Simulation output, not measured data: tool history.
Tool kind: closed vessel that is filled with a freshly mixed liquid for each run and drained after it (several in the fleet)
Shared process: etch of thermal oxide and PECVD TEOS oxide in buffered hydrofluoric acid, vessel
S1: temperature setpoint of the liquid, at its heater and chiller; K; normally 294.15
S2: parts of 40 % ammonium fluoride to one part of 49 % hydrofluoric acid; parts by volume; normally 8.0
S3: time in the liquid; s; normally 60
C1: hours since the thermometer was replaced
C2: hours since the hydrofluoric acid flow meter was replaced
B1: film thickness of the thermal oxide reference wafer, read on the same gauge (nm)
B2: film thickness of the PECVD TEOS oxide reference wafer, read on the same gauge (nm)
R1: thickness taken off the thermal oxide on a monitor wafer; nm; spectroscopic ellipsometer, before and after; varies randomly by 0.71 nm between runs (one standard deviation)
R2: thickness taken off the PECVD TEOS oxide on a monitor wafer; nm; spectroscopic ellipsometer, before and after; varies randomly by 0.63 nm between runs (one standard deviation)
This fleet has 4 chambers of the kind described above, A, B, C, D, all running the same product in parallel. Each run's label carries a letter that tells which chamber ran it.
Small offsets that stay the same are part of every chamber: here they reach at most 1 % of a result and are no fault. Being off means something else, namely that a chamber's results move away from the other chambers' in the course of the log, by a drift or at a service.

run    day      S1    S2  S3      C1      C2      B1      B2       R1       R2
 1D  0.175  294.15   8.0  60   847.4  1124.8  109.99  139.99   74.978   82.050
 2A  0.346  294.15   8.0  60   645.4  1355.2  110.02  140.00   74.872   84.017
 3C  0.504  294.15   8.0  60    14.2   516.9  110.00  139.99   74.372   82.842
 4B  0.629  294.15   8.0  60  1668.0  1232.5  110.00  139.99   75.193   82.547
 5D  0.767  294.15   8.0  60   861.6  1139.0  109.99  139.98   75.307   81.615
 6B  0.958  294.15   8.0  60  1675.9  1240.4  110.00  139.99   74.176   82.331
 7C  1.146  294.15   8.0  60    29.6   532.3  109.98  139.98   76.263   83.728
 8A  1.279  294.15   8.0  60   667.8  1377.6  110.02  139.99   75.921   83.632
 9D  1.379  294.15   8.0  60   876.3  1153.7  110.03  139.99   74.295   81.841
10B  1.529  294.15   8.0  60  1689.6  1254.1  109.98  140.00   73.400   81.624
11A  1.721  294.15   8.0  60   678.4  1388.2  109.98  139.96   74.054   82.765
12C  1.908  294.15   8.0  60    47.9   550.6  109.99  140.02   77.799   84.088
13C  2.096  294.15   8.0  60    52.4   555.1  110.01  139.97   76.430   84.745
14A  2.292  294.15   8.0  60   692.1  1401.9  109.99  140.02   74.400   81.601
15D  2.383  294.15   8.0  60   900.4  1177.8  110.01  140.00   73.494   80.647
16B  2.558  294.15   8.0  60  1714.3  1278.8  110.02  140.01   75.207   82.297
17D  2.721  294.15   8.0  60   908.5  1185.9  109.99  139.98   75.052   81.732
18A  2.896  294.15   5.5  90   706.6  1416.4  110.01  139.98  162.150  178.950
19C  3.033  294.15   5.5  90    74.9   577.6  110.03  140.03  165.380  180.580
20B  3.162  294.15   5.5  90  1728.8  1293.3  110.00  139.99  159.660  175.060
21C  3.300  294.15   5.5  90    81.3   584.0  110.01  140.04  166.130  180.360
22B  3.417  294.15  10.0  60  1734.9  1299.4  109.99  140.00   61.418   67.343
23A  3.617  294.15  10.0  60   723.9  1433.7  110.00  139.97   61.635   68.459
24D  3.729  294.15  10.0  60   932.7  1210.1  110.01  140.01   61.080   66.895
25D  3.838  294.15  10.0  60   935.3  1212.7  109.99  139.98   61.476   66.843
26B  3.975  294.15   8.0  60  1748.3  1312.8  109.98  140.01   73.845   82.279
27C  4.138  294.15   8.0  60   101.4   604.1  110.01  139.98   79.311   86.345
28A  4.271  294.15   8.0  60   739.6  1449.4  110.02  140.01   76.151   83.638
29D  4.400  294.15   8.0  60   948.8  1226.2  110.00  139.99   75.393   81.860
     4.438  -- chamber B: thermometer replaced
30B  4.525  298.15   8.0  60     2.1  1326.0  109.99  140.01   90.337  102.020
31A  4.638  298.15   8.0  60   748.4  1458.2  110.03  140.01   93.793  102.530
32C  4.788  298.15   8.0  60   117.0   619.7  109.99  140.01   99.763  109.250
33B  4.917  298.15   8.0  60    11.5  1335.4  110.00  140.02   91.229  103.370
34C  5.025  294.15   8.0  60   122.7   625.4  110.02  140.04   79.190   87.252
35A  5.188  294.15   8.0  60   761.6  1471.4  110.00  140.00   76.203   82.394
36D  5.392  294.15   8.0  60   972.6  1250.0  109.99  139.99   74.783   81.929
37D  5.496  294.15   8.0  60   975.1  1252.5  109.97  140.00   75.674   81.227
38A  5.692  294.15   8.0  60   773.7  1483.5  109.98  140.00   75.159   84.275
39C  5.783  294.15   8.0  60   140.9   643.6  109.98  140.00   80.174   88.410
40B  5.988  294.15   8.0  60    37.2  1361.1  110.00  140.01   74.203   82.162
41D  6.188  294.15   8.0  60   991.7  1269.1  109.98  140.02   75.101   81.215
42C  6.362  294.15   8.0  60   154.8   657.5  110.00  140.00   81.300   89.804
43B  6.512  294.15   8.0  60    49.8  1373.7  109.99  139.99   74.983   81.151

Each of the 4 chambers runs these same settings next. Fill in every chamber's results:
44A  6.658  294.15  8.0  60                   ?   ?
44B  6.658  294.15  8.0  60                   ?   ?
44C  6.658  294.15  8.0  60                   ?   ?
44D  6.658  294.15  8.0  60                   ?   ?

run      R1      R2
44A  75.843  83.022
44B  74.390  82.352
44C  81.966  90.400
44D  75.298  82.553

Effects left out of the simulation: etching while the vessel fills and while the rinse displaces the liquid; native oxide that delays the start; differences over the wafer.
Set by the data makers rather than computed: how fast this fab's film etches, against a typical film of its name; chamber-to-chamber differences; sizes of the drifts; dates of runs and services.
